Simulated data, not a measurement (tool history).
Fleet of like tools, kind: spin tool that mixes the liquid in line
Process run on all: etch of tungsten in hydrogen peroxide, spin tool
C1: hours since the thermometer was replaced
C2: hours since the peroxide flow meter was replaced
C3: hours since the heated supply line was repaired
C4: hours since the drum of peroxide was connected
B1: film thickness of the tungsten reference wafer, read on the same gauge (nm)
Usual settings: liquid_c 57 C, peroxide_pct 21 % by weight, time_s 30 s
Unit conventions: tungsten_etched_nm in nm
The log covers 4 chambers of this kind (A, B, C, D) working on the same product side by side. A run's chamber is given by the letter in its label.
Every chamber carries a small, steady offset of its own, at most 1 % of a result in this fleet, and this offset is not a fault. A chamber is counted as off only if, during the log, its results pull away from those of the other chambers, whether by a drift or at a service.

-- hour=3.9 chamber C: heated supply line repaired
run 1A hour=5.9 | liquid_c=57 peroxide_pct=21 time_s=30 | C1=1123.4 C2=1661.8 C3=112.7 C4=100.9 | B1=69.958 | tungsten_etched_nm=54.63
run 2B hour=12.9 | liquid_c=57 peroxide_pct=21 time_s=30 | C1=1452.2 C2=941.6 C3=1332 C4=312.4 | B1=70.031 | tungsten_etched_nm=53.904
run 3D hour=23.7 | liquid_c=57 peroxide_pct=21 time_s=30 | C1=234.9 C2=692.3 C3=985.8 C4=843 | B1=70.026 | tungsten_etched_nm=54.858
-- hour=28 chamber C: new drum of peroxide connected
run 4C hour=34.2 | liquid_c=57 peroxide_pct=21 time_s=30 | C1=1039.4 C2=83.9 C3=30.4 C4=6.3 | B1=70.003 | tungsten_etched_nm=54.259
run 5B hour=40.7 | liquid_c=57 peroxide_pct=21 time_s=30 | C1=1480 C2=969.4 C3=1359.8 C4=340.2 | B1=69.981 | tungsten_etched_nm=54.091
run 6C hour=49.3 | liquid_c=57 peroxide_pct=15 time_s=30 | C1=1054.5 C2=99 C3=45.5 C4=21.4 | B1=69.994 | tungsten_etched_nm=46.708
run 7A hour=55.4 | liquid_c=57 peroxide_pct=15 time_s=30 | C1=1172.9 C2=1711.3 C3=162.2 C4=150.4 | B1=69.985 | tungsten_etched_nm=45.302
run 8D hour=61.5 | liquid_c=57 peroxide_pct=15 time_s=30 | C1=272.7 C2=730.1 C3=1023.6 C4=880.8 | B1=70.043 | tungsten_etched_nm=46.337
run 9C hour=67 | liquid_c=57 peroxide_pct=15 time_s=30 | C1=1072.2 C2=116.7 C3=63.2 C4=39.1 | B1=70.021 | tungsten_etched_nm=46.172
run 10B hour=72.5 | liquid_c=57 peroxide_pct=21 time_s=30 | C1=1511.8 C2=1001.2 C3=1391.6 C4=372 | B1=70.014 | tungsten_etched_nm=54.014
run 11D hour=77.3 | liquid_c=57 peroxide_pct=21 time_s=30 | C1=288.5 C2=745.9 C3=1039.4 C4=896.6 | B1=69.974 | tungsten_etched_nm=54.478
run 12A hour=86.7 | liquid_c=57 peroxide_pct=21 time_s=30 | C1=1204.2 C2=1742.6 C3=193.5 C4=181.7 | B1=70.062 | tungsten_etched_nm=54.799
run 13A hour=91.6 | liquid_c=57 peroxide_pct=21 time_s=30 | C1=1209.1 C2=1747.5 C3=198.4 C4=186.6 | B1=69.97 | tungsten_etched_nm=54.084
run 14D hour=96.6 | liquid_c=57 peroxide_pct=21 time_s=30 | C1=307.8 C2=765.2 C3=1058.7 C4=915.9 | B1=70.049 | tungsten_etched_nm=54.809
run 15C hour=101.3 | liquid_c=57 peroxide_pct=21 time_s=30 | C1=1106.5 C2=151 C3=97.5 C4=73.4 | B1=70.014 | tungsten_etched_nm=55.362
run 16B hour=111.8 | liquid_c=57 peroxide_pct=21 time_s=30 | C1=1551.1 C2=1040.5 C3=1430.9 C4=411.3 | B1=70.011 | tungsten_etched_nm=53.337
run 17A hour=122.4 | liquid_c=57 peroxide_pct=21 time_s=30 | C1=1239.9 C2=1778.3 C3=229.2 C4=217.4 | B1=70.025 | tungsten_etched_nm=54.623
run 18B hour=129.8 | liquid_c=57 peroxide_pct=21 time_s=30 | C1=1569.1 C2=1058.5 C3=1448.9 C4=429.3 | B1=70 | tungsten_etched_nm=54.712
-- hour=136.6 chamber D: peroxide flow meter replaced
run 19D hour=139.6 | liquid_c=57 peroxide_pct=21 time_s=30 | C1=350.8 C2=3 C3=1101.7 C4=958.9 | B1=70.011 | tungsten_etched_nm=54.19
run 20C hour=150.2 | liquid_c=57 peroxide_pct=21 time_s=30 | C1=1155.4 C2=199.9 C3=146.4 C4=122.3 | B1=70.044 | tungsten_etched_nm=54.847
run 21C hour=157.8 | liquid_c=57 peroxide_pct=21 time_s=30 | C1=1163 C2=207.5 C3=154 C4=129.9 | B1=69.963 | tungsten_etched_nm=54.636
run 22B hour=167.4 | liquid_c=57 peroxide_pct=21 time_s=30 | C1=1606.7 C2=1096.1 C3=1486.5 C4=466.9 | B1=69.98 | tungsten_etched_nm=54.121
run 23D hour=175.1 | liquid_c=57 peroxide_pct=21 time_s=30 | C1=386.3 C2=38.5 C3=1137.2 C4=994.4 | B1=70.029 | tungsten_etched_nm=55.151
run 24A hour=181 | liquid_c=57 peroxide_pct=21 time_s=30 | C1=1298.5 C2=1836.9 C3=287.8 C4=276 | B1=69.987 | tungsten_etched_nm=53.448
run 25C hour=191.7 | liquid_c=57 peroxide_pct=21 time_s=30 | C1=1196.9 C2=241.4 C3=187.9 C4=163.8 | B1=70.035 | tungsten_etched_nm=54.276
run 26B hour=199.8 | liquid_c=60 peroxide_pct=21 time_s=30 | C1=1639.1 C2=1128.5 C3=1518.9 C4=499.3 | B1=70.002 | tungsten_etched_nm=65.072
run 27A hour=208.1 | liquid_c=60 peroxide_pct=21 time_s=30 | C1=1325.6 C2=1864 C3=314.9 C4=303.1 | B1=69.968 | tungsten_etched_nm=64.96
run 28D hour=215 | liquid_c=60 peroxide_pct=21 time_s=30 | C1=426.2 C2=78.4 C3=1177.1 C4=1034.3 | B1=70.038 | tungsten_etched_nm=64.813
run 29D hour=223.2 | liquid_c=60 peroxide_pct=21 time_s=30 | C1=434.4 C2=86.6 C3=1185.3 C4=1042.5 | B1=70.01 | tungsten_etched_nm=64.401
run 30A hour=233.5 | liquid_c=57 peroxide_pct=21 time_s=30 | C1=1351 C2=1889.4 C3=340.3 C4=328.5 | B1=69.985 | tungsten_etched_nm=54.488
run 31B hour=243.8 | liquid_c=57 peroxide_pct=21 time_s=30 | C1=1683.1 C2=1172.5 C3=1562.9 C4=543.3 | B1=70.007 | tungsten_etched_nm=54.221
run 32C hour=254.1 | liquid_c=57 peroxide_pct=21 time_s=30 | C1=1259.3 C2=303.8 C3=250.3 C4=226.2 | B1=70.02 | tungsten_etched_nm=54.424
run 33A hour=263 | liquid_c=57 peroxide_pct=21 time_s=30 | C1=1380.5 C2=1918.9 C3=369.8 C4=358 | B1=69.982 | tungsten_etched_nm=53.409
run 34B hour=273.5 | liquid_c=57 peroxide_pct=21 time_s=30 | C1=1712.8 C2=1202.2 C3=1592.6 C4=573 | B1=70.013 | tungsten_etched_nm=54.728
run 35C hour=282 | liquid_c=57 peroxide_pct=21 time_s=30 | C1=1287.2 C2=331.7 C3=278.2 C4=254.1 | B1=69.979 | tungsten_etched_nm=54.992
run 36D hour=290.7 | liquid_c=57 peroxide_pct=27 time_s=30 | C1=501.9 C2=154.1 C3=1252.8 C4=1110 | B1=69.944 | tungsten_etched_nm=62.687
run 37C hour=296 | liquid_c=57 peroxide_pct=27 time_s=30 | C1=1301.2 C2=345.7 C3=292.2 C4=268.1 | B1=69.967 | tungsten_etched_nm=61.767
run 38D hour=303.5 | liquid_c=57 peroxide_pct=27 time_s=30 | C1=514.7 C2=166.9 C3=1265.6 C4=1122.8 | B1=69.947 | tungsten_etched_nm=61.674
run 39B hour=309.9 | liquid_c=57 peroxide_pct=27 time_s=30 | C1=1749.2 C2=1238.6 C3=1629 C4=609.4 | B1=69.988 | tungsten_etched_nm=61.707
run 40A hour=315.2 | liquid_c=57 peroxide_pct=21 time_s=30 | C1=1432.7 C2=1971.1 C3=422 C4=410.2 | B1=69.949 | tungsten_etched_nm=54.247
run 41C hour=323.7 | liquid_c=57 peroxide_pct=21 time_s=30 | C1=1328.9 C2=373.4 C3=319.9 C4=295.8 | B1=69.975 | tungsten_etched_nm=54.314
run 42D hour=331.7 | liquid_c=57 peroxide_pct=21 time_s=30 | C1=542.9 C2=195.1 C3=1293.8 C4=1151 | B1=69.993 | tungsten_etched_nm=54.072
run 43A hour=341.1 | liquid_c=57 peroxide_pct=21 time_s=30 | C1=1458.6 C2=1997 C3=447.9 C4=436.1 | B1=69.961 | tungsten_etched_nm=54.079
run 44B hour=349.1 | liquid_c=57 peroxide_pct=21 time_s=30 | C1=1788.4 C2=1277.8 C3=1668.2 C4=648.6 | B1=70.005 | tungsten_etched_nm=53.6

The same settings go to every chamber for the next run, one line per chamber below. Forecast the results for each:
run 45A hour=356.9 | liquid_c=57 peroxide_pct=21 time_s=30 | tungsten_etched_nm=?
run 45B hour=356.9 | liquid_c=57 peroxide_pct=21 time_s=30 | tungsten_etched_nm=?
run 45C hour=356.9 | liquid_c=57 peroxide_pct=21 time_s=30 | tungsten_etched_nm=?
run 45D hour=356.9 | liquid_c=57 peroxide_pct=21 time_s=30 | tungsten_etched_nm=?

run=45A tungsten_etched_nm=54.633
run=45B tungsten_etched_nm=55.175
run=45C tungsten_etched_nm=54.243
run=45D tungsten_etched_nm=53.685
